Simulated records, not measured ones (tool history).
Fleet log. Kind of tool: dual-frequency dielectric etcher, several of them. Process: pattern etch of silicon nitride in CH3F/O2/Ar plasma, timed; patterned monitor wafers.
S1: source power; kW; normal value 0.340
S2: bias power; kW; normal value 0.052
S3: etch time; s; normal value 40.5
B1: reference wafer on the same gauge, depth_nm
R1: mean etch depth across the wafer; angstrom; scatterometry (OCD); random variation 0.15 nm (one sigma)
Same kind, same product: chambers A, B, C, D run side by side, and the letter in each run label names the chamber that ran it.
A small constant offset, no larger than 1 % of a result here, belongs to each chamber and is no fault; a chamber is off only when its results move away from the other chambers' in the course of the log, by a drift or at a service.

run	hour	S1	S2	S3	B1	R1
1D	5.9	0.340	0.052	40.5	26.832	240.35
2B	10.0	0.340	0.052	40.5	26.811	237.22
3C	18.4	0.340	0.052	40.5	26.757	237.37
4A	25.3	0.340	0.052	40.5	26.824	237.15
5C	31.6	0.340	0.052	40.5	26.786	240.87
6A	39.3	0.340	0.052	40.5	26.796	237.85
7B	45.8	0.340	0.052	40.5	26.805	240.67
8D	52.1	0.340	0.060	47.0	26.806	290.32
# hour 53.9: chamber C: bias power generator calibrated
9C	59.4	0.340	0.060	47.0	26.855	292.82
10A	64.7	0.340	0.060	47.0	26.802	284.21
11D	70.1	0.340	0.060	47.0	26.819	288.52
12B	74.9	0.340	0.052	30.0	26.840	176.64
13B	80.2	0.340	0.052	30.0	26.776	176.74
14A	88.9	0.340	0.052	30.0	26.818	173.81
15C	96.2	0.340	0.052	30.0	26.829	177.93
16D	105.1	0.340	0.052	40.5	26.825	236.57
17B	113.9	0.300	0.063	40.5	26.774	244.40
18A	121.2	0.300	0.063	40.5	26.790	238.37
19C	126.2	0.300	0.063	40.5	26.786	250.80
20D	134.2	0.300	0.063	40.5	26.810	243.28
21C	138.9	0.340	0.052	40.5	26.831	245.63
22A	144.1	0.340	0.052	40.5	26.798	236.49
23B	148.3	0.340	0.052	40.5	26.768	236.34
24D	157.0	0.340	0.052	40.5	26.772	237.13
25D	165.3	0.340	0.052	40.5	26.788	238.37

Is one chamber out of step, is the gauge drifting, or do the chambers differ by no more than their own small offsets? For an off chamber, give its letter and the likeliest cause.

Little by little, chamber C moves away from the other chambers.
What lies behind it: etch rate over this chamber's usual, % = 5.61.

Chamber C could run next with any of the 4 candidate recipes listed below; each alters the usual settings, and their results appear as question marks. Which one brings its results back in line with what the other chambers deliver on the usual settings?
To be in line, a result may differ from the other chambers' mean on the usual settings by at most: R1 5.20 angstrom
26C-1	171.8	0.340	0.051	38.5		?
26C-2	171.8	0.340	0.052	41.0		?
26C-3	171.8	0.340	0.052	40.0		?
26C-4	171.8	0.340	0.053	42.5		?

What the other chambers average on the usual settings: R1 237.72 angstrom
run	R1
26C-1	237.79
26C-2	254.84
26C-3	248.62
26C-4	265.82
It is 26C-1 that realigns the chamber with its peers.
